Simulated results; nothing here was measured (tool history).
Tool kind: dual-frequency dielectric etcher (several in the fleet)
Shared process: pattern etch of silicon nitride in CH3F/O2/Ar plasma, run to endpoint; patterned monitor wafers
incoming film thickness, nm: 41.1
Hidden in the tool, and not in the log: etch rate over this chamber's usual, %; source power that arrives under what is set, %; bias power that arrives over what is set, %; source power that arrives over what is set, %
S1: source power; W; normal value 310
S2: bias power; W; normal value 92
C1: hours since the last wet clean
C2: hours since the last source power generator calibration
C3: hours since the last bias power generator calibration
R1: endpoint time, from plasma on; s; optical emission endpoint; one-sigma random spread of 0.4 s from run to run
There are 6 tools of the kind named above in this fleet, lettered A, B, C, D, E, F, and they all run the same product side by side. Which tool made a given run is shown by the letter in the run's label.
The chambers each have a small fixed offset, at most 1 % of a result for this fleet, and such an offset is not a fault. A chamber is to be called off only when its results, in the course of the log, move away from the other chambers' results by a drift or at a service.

run	hour	S1	S2	C1	C2	C3	R1
1D	5.2	310	92	103.1	1623.9	1526.4	60.189
2A	8.8	310	92	65.2	1374.7	2235.7	60.815
3C	14.3	310	92	105.5	1228.6	252.2	59.835
4F	19.1	310	92	294.8	2046.9	36.6	60.231
5B	23.9	310	92	359.9	1333.1	1074.6	60.431
6E	31.0	310	92	203.1	1010.4	3225.4	60.537
7B	38.2	380	92	374.2	1347.4	1088.9	55.687
8A	45.3	380	92	101.7	1411.2	2272.2	56.507
9D	48.8	380	92	146.7	1667.5	1570.0	54.899
10E	53.0	380	92	225.1	1032.4	3247.4	55.479
11F	60.4	380	92	336.1	2088.2	77.9	56.272
12C	66.4	380	92	157.6	1280.7	304.3	55.331
13A	73.4	310	92	129.8	1439.3	2300.3	59.740
14C	79.7	310	92	170.9	1294.0	317.6	59.450
# hour 80.5: chamber B: wet clean of the chamber
15B	87.0	310	92	6.5	1396.2	1137.7	59.766
16D	94.8	310	92	192.7	1713.5	1616.0	60.034
17F	100.4	310	92	376.1	2128.2	117.9	59.993
18E	108.2	380	92	280.3	1087.6	3302.6	55.253
19B	115.9	380	92	35.4	1425.1	1166.6	55.582
20D	123.6	380	92	221.5	1742.3	1644.8	55.374
21A	127.7	380	92	184.1	1493.6	2354.6	56.163
22C	131.6	380	92	222.8	1345.9	369.5	55.564
# hour 136.7: chamber F: wet clean of the chamber
23E	138.2	380	92	310.3	1117.6	3332.6	54.989
24F	144.4	310	92	7.8	2172.2	161.9	60.374
25D	150.7	310	92	248.6	1769.4	1671.9	59.575
26E	157.4	310	92	329.5	1136.8	3351.8	60.652
27B	162.1	310	92	81.6	1471.3	1212.8	60.046
28C	169.8	310	92	261.0	1384.1	407.7	60.238
29F	175.1	310	92	38.5	2202.9	192.6	60.399
30A	178.7	310	92	235.1	1544.6	2405.6	60.503
31C	185.0	310	92	276.2	1399.3	422.9	59.188
32E	192.8	310	92	364.9	1172.2	3387.2	60.665
33A	199.8	310	92	256.2	1565.7	2426.7	60.966
34F	204.9	310	92	68.3	2232.7	222.4	60.448
35B	211.5	310	92	131.0	1520.7	1262.2	59.663
36D	216.7	340	84	314.6	1835.4	1737.9	59.470
# hour 217.4: chamber E: wet clean of the chamber
37B	224.3	340	84	143.8	1533.5	1275.0	60.020
38D	232.0	340	84	329.9	1850.7	1753.2	59.617
39E	238.2	340	84	20.9	1217.6	3432.6	60.065
40F	245.8	340	84	109.2	2273.6	263.3	61.014

Predict what each chamber gives when all 6 of them run the settings below next.
41A	251.4	310	92				?
41B	251.4	310	92				?
41C	251.4	310	92				?
41D	251.4	310	92				?
41E	251.4	310	92				?
41F	251.4	310	92				?

run	R1
41A	61.101
41B	59.793
41C	58.759
41D	59.935
41E	59.412
41F	60.637

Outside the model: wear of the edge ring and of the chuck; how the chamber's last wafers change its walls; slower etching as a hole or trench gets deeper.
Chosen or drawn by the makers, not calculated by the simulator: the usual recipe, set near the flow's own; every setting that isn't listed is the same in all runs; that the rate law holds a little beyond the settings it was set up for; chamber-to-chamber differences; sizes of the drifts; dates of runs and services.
